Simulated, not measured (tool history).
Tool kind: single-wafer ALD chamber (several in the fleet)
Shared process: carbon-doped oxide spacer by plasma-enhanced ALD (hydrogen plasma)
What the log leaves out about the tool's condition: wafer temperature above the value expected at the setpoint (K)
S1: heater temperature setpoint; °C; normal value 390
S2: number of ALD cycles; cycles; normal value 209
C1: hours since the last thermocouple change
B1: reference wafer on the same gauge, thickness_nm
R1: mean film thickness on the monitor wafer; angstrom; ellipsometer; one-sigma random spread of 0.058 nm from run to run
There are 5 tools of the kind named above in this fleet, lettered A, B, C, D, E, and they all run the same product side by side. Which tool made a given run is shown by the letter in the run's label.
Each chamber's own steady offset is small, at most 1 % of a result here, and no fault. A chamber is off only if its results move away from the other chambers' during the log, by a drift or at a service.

At hour 9.2: chamber A: thermocouple changed; heater temperature recalibrated.
At hour 9.7: chamber B: thermocouple changed; heater temperature recalibrated.
Run 1D, hour 11.3: usual settings; C1 2447.8; B1 11.61. Result: R1 104.47 angstrom.
Run 2B, hour 21.1: usual settings; C1 11.5; B1 11.614. Result: R1 103.67 angstrom.
Run 3C, hour 30.1: usual settings; C1 2434.3; B1 11.603. Result: R1 102.93 angstrom.
Run 4E, hour 42.7: usual settings; C1 792.7; B1 11.593. Result: R1 105.04 angstrom.
Run 5A, hour 51.3: usual settings; C1 42.1; B1 11.601. Result: R1 102.8 angstrom.
Run 6A, hour 62.5: usual settings; C1 53.3; B1 11.604. Result: R1 103.25 angstrom.
Run 7D, hour 69: usual settings; C1 2505.5; B1 11.608. Result: R1 104.17 angstrom.
Run 8B, hour 79.4: usual settings; C1 69.8; B1 11.6. Result: R1 102.84 angstrom.
Run 9C, hour 90.8: usual settings; C1 2495; B1 11.598. Result: R1 104.02 angstrom.
Run 10E, hour 102.5: usual settings; C1 852.5; B1 11.601. Result: R1 105.69 angstrom.
Run 11E, hour 111: usual settings; C1 861; B1 11.595. Result: R1 105.45 angstrom.
Run 12A, hour 123.3: usual settings but S1 378 °C, S2 243 cycles; C1 114.1; B1 11.599. Result: R1 121.14 angstrom.
Run 13C, hour 130.6: usual settings but S1 378 °C, S2 243 cycles; C1 2534.8; B1 11.609. Result: R1 120.57 angstrom.
Run 14D, hour 137.7: usual settings but S1 378 °C, S2 243 cycles; C1 2574.2; B1 11.594. Result: R1 121.66 angstrom.
Run 15B, hour 144.5: usual settings but S1 378 °C, S2 243 cycles; C1 134.9; B1 11.586. Result: R1 121.22 angstrom.
Run 16C, hour 152.7: usual settings but S1 378 °C, S2 243 cycles; C1 2556.9; B1 11.593. Result: R1 119.74 angstrom.
Run 17E, hour 165.5: usual settings; C1 915.5; B1 11.601. Result: R1 105.06 angstrom.
Run 18D, hour 176.4: usual settings; C1 2612.9; B1 11.584. Result: R1 104.83 angstrom.
Run 19A, hour 184.4: usual settings; C1 175.2; B1 11.615. Result: R1 103.3 angstrom.
Run 20B, hour 195.5: usual settings; C1 185.9; B1 11.595. Result: R1 103.32 angstrom.
Run 21A, hour 205.6: usual settings; C1 196.4; B1 11.607. Result: R1 105.09 angstrom.
Run 22D, hour 218.7: usual settings; C1 2655.2; B1 11.599. Result: R1 104.62 angstrom.
Run 23E, hour 230: usual settings; C1 980; B1 11.613. Result: R1 103.87 angstrom.
Run 24B, hour 238.9: usual settings; C1 229.3; B1 11.592. Result: R1 104.11 angstrom.
Run 25C, hour 245.6: usual settings; C1 2649.8; B1 11.601. Result: R1 102.76 angstrom.
Run 26C, hour 257.8: usual settings; C1 2662; B1 11.599. Result: R1 103.14 angstrom.
At hour 259.5: chamber C: thermocouple changed; heater temperature recalibrated.
Run 27E, hour 265.2: usual settings; C1 1015.2; B1 11.609. Result: R1 105.01 angstrom.
Run 28D, hour 271.7: usual settings; C1 2708.2; B1 11.606. Result: R1 103.31 angstrom.
Run 29A, hour 278.2: usual settings but S1 386 °C, S2 240 cycles; C1 269; B1 11.598. Result: R1 120.74 angstrom.
Run 30B, hour 287.3: usual settings but S1 386 °C, S2 240 cycles; C1 277.7; B1 11.596. Result: R1 118.5 angstrom.
Run 31B, hour 298.1: usual settings but S1 386 °C, S2 240 cycles; C1 288.5; B1 11.587. Result: R1 118.67 angstrom.
Run 32D, hour 308.1: usual settings but S1 386 °C, S2 240 cycles; C1 2744.6; B1 11.613. Result: R1 119.28 angstrom.
Run 33E, hour 320.2: usual settings but S1 386 °C, S2 240 cycles; C1 1070.2; B1 11.585. Result: R1 120.97 angstrom.
Run 34A, hour 332.4: usual settings but S2 224 cycles; C1 323.2; B1 11.595. Result: R1 111.28 angstrom.
Run 35C, hour 343.6: usual settings but S2 224 cycles; C1 84.2; B1 11.594. Result: R1 110.41 angstrom.
Run 36D, hour 351.6: usual settings but S2 224 cycles; C1 2788.1; B1 11.603. Result: R1 111.25 angstrom.
Run 37C, hour 363.5: usual settings but S2 224 cycles; C1 104.1; B1 11.6. Result: R1 110.78 angstrom.
Run 38A, hour 372.5: usual settings but S2 224 cycles; C1 363.3; B1 11.608. Result: R1 111.24 angstrom.

All chambers now run identical settings, listed one chamber a line with results as question marks. What results will each chamber show?
Run 39A, hour 382.2: usual settings. Result: R1 ?.
Run 39B, hour 382.2: usual settings. Result: R1 ?.
Run 39C, hour 382.2: usual settings. Result: R1 ?.
Run 39D, hour 382.2: usual settings. Result: R1 ?.
Run 39E, hour 382.2: usual settings. Result: R1 ?.

run      R1
39A  104.83
39B  104.11
39C  103.38
39D  103.46
39E  106.23

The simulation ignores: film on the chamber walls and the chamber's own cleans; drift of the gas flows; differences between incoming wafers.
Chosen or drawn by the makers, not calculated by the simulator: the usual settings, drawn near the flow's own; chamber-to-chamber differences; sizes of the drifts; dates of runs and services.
